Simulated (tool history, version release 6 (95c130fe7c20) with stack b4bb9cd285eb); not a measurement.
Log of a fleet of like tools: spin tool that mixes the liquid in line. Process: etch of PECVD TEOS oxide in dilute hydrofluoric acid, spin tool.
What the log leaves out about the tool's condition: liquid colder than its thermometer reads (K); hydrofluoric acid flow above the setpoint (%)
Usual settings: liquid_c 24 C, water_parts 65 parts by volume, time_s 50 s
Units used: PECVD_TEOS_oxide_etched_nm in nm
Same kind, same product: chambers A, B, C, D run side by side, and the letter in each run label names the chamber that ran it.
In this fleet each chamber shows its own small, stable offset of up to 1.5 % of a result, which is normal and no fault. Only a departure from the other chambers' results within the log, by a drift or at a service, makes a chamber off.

| run | hour | liquid_c | water_parts | time_s | hours since the thermometer was replaced | hours since the hydrofluoric acid flow meter was replaced | read-back film thickness of the PECVD TEOS oxide reference wafer, read on the same gauge (nm) | PECVD_TEOS_oxide_etched_nm |
|---|---|---|---|---|---|---|---|---|
|  | 7.2 | chamber C: hydrofluoric acid flow meter replaced |
| 1B | 7.2 | 24 | 65 | 50 | 386.9 | 1572.5 | 139.99 | 16.606 |
| 2D | 13.9 | 24 | 65 | 50 | 214 | 1647 | 140.01 | 16.141 |
| 3C | 21.6 | 24 | 65 | 50 | 488.9 | 14.5 | 140.03 | 16.317 |
| 4A | 26.8 | 24 | 65 | 50 | 2101.2 | 1170.8 | 140 | 16.266 |
| 5A | 31.9 | 28.5 | 65 | 50 | 2106.3 | 1175.9 | 140.02 | 19.279 |
| 6D | 36.2 | 28.5 | 65 | 50 | 236.3 | 1669.3 | 139.96 | 19.345 |
| 7B | 40.6 | 28.5 | 65 | 50 | 420.3 | 1605.9 | 140 | 19.742 |
| 8C | 47.1 | 28.5 | 65 | 50 | 514.4 | 40 | 139.98 | 19.516 |
| 9A | 50.8 | 24 | 65 | 50 | 2125.2 | 1194.8 | 139.96 | 16.164 |
|  | 55.9 | chamber A: hydrofluoric acid flow meter replaced |
| 10B | 58.5 | 24 | 65 | 50 | 438.2 | 1623.8 | 139.99 | 16.515 |
| 11D | 63.3 | 24 | 65 | 50 | 263.4 | 1696.4 | 139.99 | 16.343 |
| 12C | 69.2 | 24 | 65 | 50 | 536.5 | 62.1 | 140.02 | 16.291 |
| 13A | 74.5 | 27 | 50 | 50 | 2148.9 | 18.6 | 140 | 24.372 |
| 14D | 79.9 | 27 | 50 | 50 | 280 | 1713 | 140 | 24.401 |
| 15C | 86.9 | 27 | 50 | 50 | 554.2 | 79.8 | 140.02 | 24.371 |
| 16B | 93.8 | 27 | 50 | 50 | 473.5 | 1659.1 | 140 | 24.608 |
| 17C | 102 | 24 | 65 | 30 | 569.3 | 94.9 | 139.94 | 9.6616 |
| 18A | 107.5 | 24 | 65 | 30 | 2181.9 | 51.6 | 140.02 | 9.6705 |
| 19D | 113.8 | 24 | 65 | 30 | 313.9 | 1746.9 | 140 | 9.7033 |
| 20B | 121.4 | 24 | 65 | 30 | 501.1 | 1686.7 | 140.03 | 9.9667 |
| 21A | 126.1 | 24 | 65 | 50 | 2200.5 | 70.2 | 140.01 | 16.04 |
| 22D | 133.7 | 24 | 65 | 50 | 333.8 | 1766.8 | 140.06 | 16.196 |
|  | 140.2 | chamber D: hydrofluoric acid flow meter replaced |
| 23B | 141.1 | 24 | 65 | 50 | 520.8 | 1706.4 | 139.98 | 16.611 |
| 24C | 149 | 24 | 65 | 50 | 616.3 | 141.9 | 140.02 | 15.659 |
| 25C | 156.9 | 21 | 65 | 70 | 624.2 | 149.8 | 140.01 | 19.359 |
| 26B | 165.2 | 21 | 65 | 70 | 544.9 | 1730.5 | 139.96 | 20.328 |
| 27A | 171.8 | 21 | 65 | 70 | 2246.2 | 115.9 | 140.03 | 19.932 |
| 28D | 177 | 21 | 65 | 70 | 377.1 | 36.9 | 139.99 | 19.924 |
| 29D | 183.6 | 26 | 65 | 35 | 383.7 | 43.5 | 139.99 | 12.21 |
| 30B | 188 | 26 | 65 | 35 | 567.7 | 1753.3 | 140 | 12.52 |
| 31A | 192.6 | 26 | 65 | 35 | 2267 | 136.7 | 140.01 | 12.291 |
| 32C | 199 | 26 | 65 | 35 | 666.3 | 191.9 | 139.99 | 11.487 |
| 33C | 206.3 | 24 | 65 | 50 | 673.6 | 199.2 | 139.99 | 15.334 |

Next, every chamber runs the same settings. What will each give?
| 34A | 212.3 | 24 | 65 | 80 |  |  |  | ? |
| 34B | 212.3 | 24 | 65 | 80 |  |  |  | ? |
| 34C | 212.3 | 24 | 65 | 80 |  |  |  | ? |
| 34D | 212.3 | 24 | 65 | 80 |  |  |  | ? |

| run | PECVD_TEOS_oxide_etched_nm |
|---|---|
| 34A | 25.846 |
| 34B | 26.51 |
| 34C | 24.043 |
| 34D | 25.959 |
